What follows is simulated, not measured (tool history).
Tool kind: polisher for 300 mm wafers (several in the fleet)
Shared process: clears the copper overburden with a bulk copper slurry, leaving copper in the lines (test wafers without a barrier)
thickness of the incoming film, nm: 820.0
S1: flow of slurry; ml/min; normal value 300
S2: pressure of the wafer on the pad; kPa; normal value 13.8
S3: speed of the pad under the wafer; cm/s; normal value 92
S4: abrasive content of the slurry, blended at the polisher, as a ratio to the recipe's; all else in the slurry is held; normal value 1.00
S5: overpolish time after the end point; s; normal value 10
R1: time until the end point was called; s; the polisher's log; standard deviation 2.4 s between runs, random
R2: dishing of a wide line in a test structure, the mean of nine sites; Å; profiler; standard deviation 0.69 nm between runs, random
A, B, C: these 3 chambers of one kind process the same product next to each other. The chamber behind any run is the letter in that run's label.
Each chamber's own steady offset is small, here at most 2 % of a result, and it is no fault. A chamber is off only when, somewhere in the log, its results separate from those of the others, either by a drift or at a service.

Run 1C, hour 4.3: usual settings. Result: R1 159.87 s, R2 332.04 Å.
Run 2A, hour 12.1: usual settings. Result: R1 150.59 s, R2 334.88 Å.
Run 3B, hour 22.2: usual settings. Result: R1 156.50 s, R2 336.58 Å.
Run 4A, hour 26.8: usual settings. Result: R1 156.08 s, R2 340.69 Å.
At hour 31.0: chamber C: slurry blender recalibrated.
Run 5B, hour 35.1: usual settings. Result: R1 156.32 s, R2 337.30 Å.
Run 6C, hour 42.0: usual settings. Result: R1 161.50 s, R2 337.68 Å.
At hour 50.1: chamber B: worn pad replaced by a new one.
Run 7A, hour 50.8: usual settings. Result: R1 157.84 s, R2 345.61 Å.
At hour 52.2: chamber C: worn pad replaced by a new one.
Run 8B, hour 60.8: usual settings but S4 0.80. Result: R1 168.73 s, R2 325.36 Å.
Run 9C, hour 70.8: usual settings but S4 0.80. Result: R1 169.96 s, R2 316.03 Å.
At hour 74.6: chamber B: slurry blender recalibrated.
Run 10C, hour 79.3: usual settings but S4 0.80. Result: R1 173.04 s, R2 323.17 Å.
Run 11B, hour 88.4: usual settings. Result: R1 154.25 s, R2 341.91 Å.
Run 12A, hour 97.1: usual settings. Result: R1 153.76 s, R2 347.72 Å.
Run 13B, hour 105.1: usual settings. Result: R1 161.67 s, R2 329.65 Å.
Run 14A, hour 111.0: usual settings. Result: R1 155.27 s, R2 336.16 Å.
Run 15C, hour 116.6: usual settings. Result: R1 159.96 s, R2 333.05 Å.
Run 16B, hour 123.8: usual settings but S3 64 cm/s, S4 1.15. Result: R1 219.59 s, R2 256.51 Å.
At hour 127.7: chamber C: worn pad replaced by a new one.
At hour 131.0: chamber B: worn pad replaced by a new one.
Run 17C, hour 131.2: usual settings but S3 64 cm/s, S4 1.15. Result: R1 228.65 s, R2 246.92 Å.
Run 18A, hour 136.8: usual settings but S3 64 cm/s, S4 1.15. Result: R1 219.06 s, R2 257.51 Å.
Run 19B, hour 145.9: usual settings. Result: R1 160.40 s, R2 337.71 Å.
Run 20C, hour 154.8: usual settings. Result: R1 161.25 s, R2 334.41 Å.
At hour 156.3: chamber A: worn pad replaced by a new one.
Run 21A, hour 160.8: usual settings. Result: R1 154.95 s, R2 335.57 Å.
At hour 169.0: chamber B: slurry blender recalibrated.
Run 22B, hour 170.8: usual settings. Result: R1 161.79 s, R2 338.19 Å.
Run 23C, hour 177.4: usual settings. Result: R1 162.91 s, R2 331.97 Å.
Run 24A, hour 186.1: usual settings. Result: R1 157.03 s, R2 339.97 Å.
At hour 189.2: chamber C: worn pad replaced by a new one.
Run 25B, hour 193.2: usual settings. Result: R1 162.71 s, R2 338.22 Å.
Run 26A, hour 199.1: usual settings. Result: R1 160.72 s, R2 341.94 Å.
At hour 204.4: chamber C: slurry blender recalibrated.
Run 27C, hour 204.8: usual settings. Result: R1 158.73 s, R2 339.11 Å.
At hour 210.6: chamber B: worn pad replaced by a new one.
Run 28A, hour 214.5: usual settings. Result: R1 156.55 s, R2 333.69 Å.
Run 29C, hour 223.4: usual settings. Result: R1 159.22 s, R2 334.89 Å.
Run 30B, hour 229.1: usual settings. Result: R1 159.66 s, R2 341.82 Å.
Run 31C, hour 238.7: usual settings. Result: R1 159.74 s, R2 327.81 Å.
Run 32A, hour 243.2: usual settings. Result: R1 156.24 s, R2 327.66 Å.

Predict what each chamber gives when all 3 of them run the settings below next.
Run 33A, hour 250.4: usual settings but S2 11.7 kPa. Result: R1 ?, R2 ?.
Run 33B, hour 250.4: usual settings but S2 11.7 kPa. Result: R1 ?, R2 ?.
Run 33C, hour 250.4: usual settings but S2 11.7 kPa. Result: R1 ?, R2 ?.

run      R1      R2
33A  179.49  298.27
33B  183.61  289.75
33C  188.65  298.28

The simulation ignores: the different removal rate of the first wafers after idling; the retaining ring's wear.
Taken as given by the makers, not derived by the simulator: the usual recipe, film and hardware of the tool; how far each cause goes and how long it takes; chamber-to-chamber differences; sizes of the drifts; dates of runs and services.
